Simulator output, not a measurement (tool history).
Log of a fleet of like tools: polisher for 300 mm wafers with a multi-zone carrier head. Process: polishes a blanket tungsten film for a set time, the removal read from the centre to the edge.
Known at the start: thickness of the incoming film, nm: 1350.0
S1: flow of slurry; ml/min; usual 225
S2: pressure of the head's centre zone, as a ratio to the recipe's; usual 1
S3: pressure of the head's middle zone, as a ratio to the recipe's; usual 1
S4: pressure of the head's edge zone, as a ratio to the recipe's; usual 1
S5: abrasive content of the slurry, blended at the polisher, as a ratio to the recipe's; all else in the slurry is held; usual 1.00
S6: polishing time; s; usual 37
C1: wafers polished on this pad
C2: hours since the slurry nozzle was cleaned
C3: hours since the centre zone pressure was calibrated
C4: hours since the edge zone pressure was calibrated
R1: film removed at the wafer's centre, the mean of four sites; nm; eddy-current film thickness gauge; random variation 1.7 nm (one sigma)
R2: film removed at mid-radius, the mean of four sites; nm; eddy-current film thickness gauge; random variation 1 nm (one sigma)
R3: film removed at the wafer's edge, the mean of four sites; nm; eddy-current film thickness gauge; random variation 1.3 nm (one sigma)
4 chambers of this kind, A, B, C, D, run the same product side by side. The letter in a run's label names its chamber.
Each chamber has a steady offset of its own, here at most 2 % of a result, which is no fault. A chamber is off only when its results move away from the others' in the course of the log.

run   hour   S1  S2  S3  S4    S5  S6   C1     C2     C3      C4      R1      R2      R3
       2.5  -- chamber A: worn pad replaced by a new one
 1B    6.3  225   1   1   1  1.00  37  356  301.6  515.9   315.5  137.28  131.88  135.45
       8.8  -- chamber C: worn pad replaced by a new one
       9.0  -- chamber C: centre zone pressure recalibrated
 2D   14.0  225   1   1   1  1.00  37  173  366.1   15.1   584.2  130.54  132.50  130.02
 3A   21.7  225   1   1   1  1.00  37  163  316.9  343.8   981.2  130.48  131.38  135.16
 4C   31.4  225   1   1   1  1.00  37  192  578.6   22.4   175.9  134.27  132.54  133.20
 5A   38.8  225   1   1   1  1.00  37  308  334.0  360.9   998.3  127.60  131.21  130.33
 6C   45.9  225   1   1   1  1.00  37  315  593.1   36.9   190.4  131.61  131.75  134.51
 7D   56.4  225   1   1   1  1.00  37  533  408.5   57.5   626.6  130.99  131.88  130.97
      63.9  -- chamber D: worn pad replaced by a new one
 8B   64.3  225   1   1   1  1.00  37  848  359.6  573.9   373.5  132.98  129.31  134.99
      67.3  -- chamber A: worn pad replaced by a new one
      70.7  -- chamber C: worn pad replaced by a new one
      72.3  -- chamber D: slurry nozzle cleaned
 9D   74.0  225   1   1   1  1.00  37   85    1.7   75.1   644.2  129.40  132.33  134.52
10B   81.4  225   1   1   1  1.00  37  994  376.7  591.0   390.6  130.92  130.36  134.07
      86.0  -- chamber B: worn pad replaced by a new one
11A   92.8  150   1   1   1  0.75  37  217  388.0  414.9  1052.3  113.77  115.99  118.69
12C   98.5  150   1   1   1  0.75  37  236  645.7   89.5   243.0  114.14  116.06  120.19
13A  105.1  150   1   1   1  0.75  37  321  400.3  427.2  1064.6  111.24  116.64  116.22
     116.2  -- chamber A: centre zone pressure recalibrated
14C  116.9  150   1   1   1  0.75  37  392  664.1  107.9   261.4  114.97  117.68  120.41
15D  122.7  225   1   1   1  1.00  37  499   50.4  123.8   692.9  133.12  132.03  133.74
16B  128.4  225   1   1   1  1.00  37  360  423.7  638.0   437.6  131.60  130.61  133.48
     131.8  -- chamber A: worn pad replaced by a new one
     135.3  -- chamber C: worn pad replaced by a new one
17A  139.8  225   1   1   1  1.00  37   68  435.0   23.7  1099.3  130.10  131.48  133.47
     144.2  -- chamber D: worn pad replaced by a new one
18D  151.6  150   1   1   1  0.70  37   62   79.3  152.7   721.8  113.27  114.66  116.78
19B  163.2  150   1   1   1  0.70  37  656  458.5  672.8   472.4  113.59  112.99  118.41
20C  171.0  150   1   1   1  0.70  37  303  718.2  162.0   315.5  109.55  114.42  117.12
21C  181.3  150   1   1   1  0.70  37  390  728.5  172.3   325.8  114.43  115.59  115.69
     185.9  -- chamber C: slurry nozzle cleaned
22A  191.8  225   1   1   1  1.00  37  509  487.0   75.7  1151.3  129.13  131.61  133.91
     196.1  -- chamber C: worn pad replaced by a new one
     197.6  -- chamber A: worn pad replaced by a new one
23B  197.6  225   1   1   1  1.00  37  948  492.9  707.2   506.8  131.38  130.45  133.32
24D  207.9  225   1   1   1  1.00  37  540  135.6  209.0   778.1  131.99  132.66  133.04
     208.6  -- chamber B: worn pad replaced by a new one
     212.0  -- chamber D: worn pad replaced by a new one
25C  215.8  225   1   1   1  1.00  37  168   30.0  206.8   360.3  133.58  132.86  132.26
26D  221.8  225   1   1   1  1.00  37   83  149.5  222.9   792.0  132.49  132.10  130.93
27B  228.6  225   1   1   1  1.00  37  170  523.9  738.2   537.8  132.96  130.87  133.97
28A  239.7  225   1   1   1  1.00  37  357  534.9  123.6  1199.2  131.40  132.61  131.48
     251.0  -- chamber C: worn pad replaced by a new one
29C  251.4  225   1   1   1  1.00  37    3   65.6  242.4   395.9  133.10  131.20  132.87
     255.5  -- chamber A: slurry nozzle cleaned
30D  259.8  225   1   1   1  1.00  37  406  187.5  260.9   830.0  132.30  129.90  133.01
31B  266.3  225   1   1   1  1.00  37  490  561.6  775.9   575.5  131.45  129.57  134.34
     266.8  -- chamber A: worn pad replaced by a new one
32A  275.1  225   1   1   1  1.00  37   70   19.6  159.0  1234.6  130.77  131.70  132.76
33D  281.5  225   1   1   1  1.00  37  590  209.2  282.6   851.7  135.41  133.18  133.10

All 4 chambers run these settings next. Forecast each chamber's results:
34A  290.1  225   1   1   1  1.00  37                   ?   ?   ?
34B  290.1  225   1   1   1  1.00  37                   ?   ?   ?
34C  290.1  225   1   1   1  1.00  37                   ?   ?   ?
34D  290.1  225   1   1   1  1.00  37                   ?   ?   ?

run      R1      R2      R3
34A  131.66  131.01  131.47
34B  134.19  131.70  135.15
34C  130.35  132.36  132.71
34D  132.22  131.42  132.63
